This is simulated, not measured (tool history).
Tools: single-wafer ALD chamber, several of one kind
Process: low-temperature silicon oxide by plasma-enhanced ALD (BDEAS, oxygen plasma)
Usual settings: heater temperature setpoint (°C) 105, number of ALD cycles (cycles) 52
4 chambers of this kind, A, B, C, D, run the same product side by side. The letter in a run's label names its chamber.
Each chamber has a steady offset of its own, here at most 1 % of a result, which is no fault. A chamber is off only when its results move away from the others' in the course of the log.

run	day	heater temperature setpoint (°C)	number of ALD cycles (cycles)	hours since the last thermocouple change	read-back reference wafer on the same gauge, thickness_nm	mean film thickness on the monitor wafer (angstrom)
1B	0.596	105	52	980.3	7.519	73.556
2C	1.225	105	52	265.8	7.5172	73.939
3A	1.75	105	52	78.3	7.5146	73.692
4D	2.221	105	52	956.5	7.515	73.679
5B	2.608	105	52	1028.6	7.5137	73.605
6A	3.029	105	52	109	7.5125	73.717
7C	3.317	105	52	316	7.5127	74.052
8D	3.883	105	52	996.4	7.5109	73.431
9A	4.292	105	52	139.3	7.5098	73.719
10C	4.867	105	52	353.2	7.5089	73.912
11D	5.288	105	52	1030.1	7.5081	73.517
12B	5.921	105	52	1108.1	7.5086	73.465
13D	6.279	105	52	1053.9	7.5031	73.539
14B	6.583	92	43	1124	7.5045	63.115
15C	6.933	92	43	402.8	7.504	63.37
16A	7.221	92	43	209.6	7.5039	63.356
17B	7.808	92	43	1153.4	7.5028	63.164
18A	8.3	105	52	235.5	7.5019	73.585
19C	8.617	105	52	443.2	7.503	73.93
20D	9	105	52	1119.2	7.4991	73.54
21A	9.3	105	52	259.5	7.4976	73.636
22C	9.862	105	52	473.1	7.4978	73.933
23D	10.242	105	52	1149	7.4989	73.411
24B	10.712	105	52	1223.1	7.4979	73.484
25C	11.088	105	52	502.5	7.4969	73.848
26A	11.433	105	52	310.7	7.4953	73.577
27D	11.788	105	52	1186.1	7.4949	73.443
28B	12.212	105	52	1259.1	7.4925	73.465
29D	12.604	105	52	1205.7	7.4916	73.332
30B	13.125	105	52	1281	7.4905	73.25
31C	13.425	105	52	558.6	7.4907	73.773
32A	13.933	105	52	370.7	7.4894	73.606
33D	14.404	105	52	1248.9	7.4869	73.35

Is one chamber off against the others, does the gauge drift, or is nothing wrong? If a chamber is off, say which, and what the likeliest cause is.

The gauge drifts, so all chambers seem to drift together. No chamber is off.
Cause: gauge reads low (%) = 0.441.

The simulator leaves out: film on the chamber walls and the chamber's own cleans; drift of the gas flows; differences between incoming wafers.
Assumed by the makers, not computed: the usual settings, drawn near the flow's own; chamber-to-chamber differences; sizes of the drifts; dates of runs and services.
